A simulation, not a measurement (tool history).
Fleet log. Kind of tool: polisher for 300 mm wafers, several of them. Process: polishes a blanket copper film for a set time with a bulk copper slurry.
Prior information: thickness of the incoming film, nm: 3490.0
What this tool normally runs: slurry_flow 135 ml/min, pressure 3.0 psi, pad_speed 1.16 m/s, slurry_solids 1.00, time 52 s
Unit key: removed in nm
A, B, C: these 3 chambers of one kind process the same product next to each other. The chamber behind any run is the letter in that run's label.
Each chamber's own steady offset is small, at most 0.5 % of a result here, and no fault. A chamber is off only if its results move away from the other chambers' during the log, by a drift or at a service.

run	hour	slurry_flow	pressure	pad_speed	slurry_solids	time	removed
1A	3.3	135	3.0	1.16	1.00	52	677.69
# hour 4.8: chamber A: worn pad replaced by a new one
2B	8.1	135	3.0	1.16	1.00	52	682.20
3C	11.0	135	3.0	1.16	1.00	52	671.63
4C	15.6	135	3.0	1.16	1.00	52	666.53
5A	19.8	135	3.0	1.16	1.00	52	672.12
6B	23.6	135	3.0	1.16	1.00	52	679.06
7B	25.6	135	3.0	1.16	1.00	52	672.18
8C	29.7	135	3.0	1.16	1.00	52	684.26
9A	32.1	135	3.0	1.16	1.00	52	668.58
10C	35.3	135	3.0	1.16	1.00	52	667.83
11B	39.8	135	3.0	1.16	1.00	52	673.49
# hour 42.2: chamber C: slurry nozzle cleaned
12A	44.3	135	3.0	1.16	1.00	52	669.19
13A	46.4	135	3.0	1.16	1.00	52	680.56
# hour 49.6: chamber B: worn pad replaced by a new one
14C	50.5	135	3.0	1.16	1.00	52	679.43
15B	54.6	160	3.4	1.16	1.00	52	781.98
16C	58.7	160	3.4	1.16	1.00	52	783.62
17B	60.8	160	3.4	1.16	1.00	52	792.02
18A	65.3	135	3.0	1.16	1.00	52	668.19
19C	69.0	135	3.0	1.16	1.00	52	677.09
20B	72.8	120	3.5	1.16	1.00	52	766.75
# hour 74.3: chamber C: worn pad replaced by a new one
21A	76.1	120	3.5	1.16	1.00	52	773.45
22B	80.7	120	3.5	1.16	1.00	52	763.87
23A	83.2	135	3.0	1.16	1.00	52	670.15
24C	85.4	135	3.0	1.16	1.00	52	682.17
25A	88.7	135	3.0	1.16	1.00	52	672.27
26C	93.1	135	3.0	1.16	1.00	52	685.75
27B	95.8	135	3.0	1.16	1.00	52	675.75
28A	98.0	135	3.0	1.16	1.00	52	672.23
29C	102.3	135	3.0	1.16	1.00	52	671.38

Decide between three cases: one chamber stands off from its peers, the gauge reading all wafers drifts, or nothing is wrong past each chamber's small offset. Where a chamber is off, say which and what most likely put it there.

No chamber stands off beyond its own small offset, and the gauge holds steady.
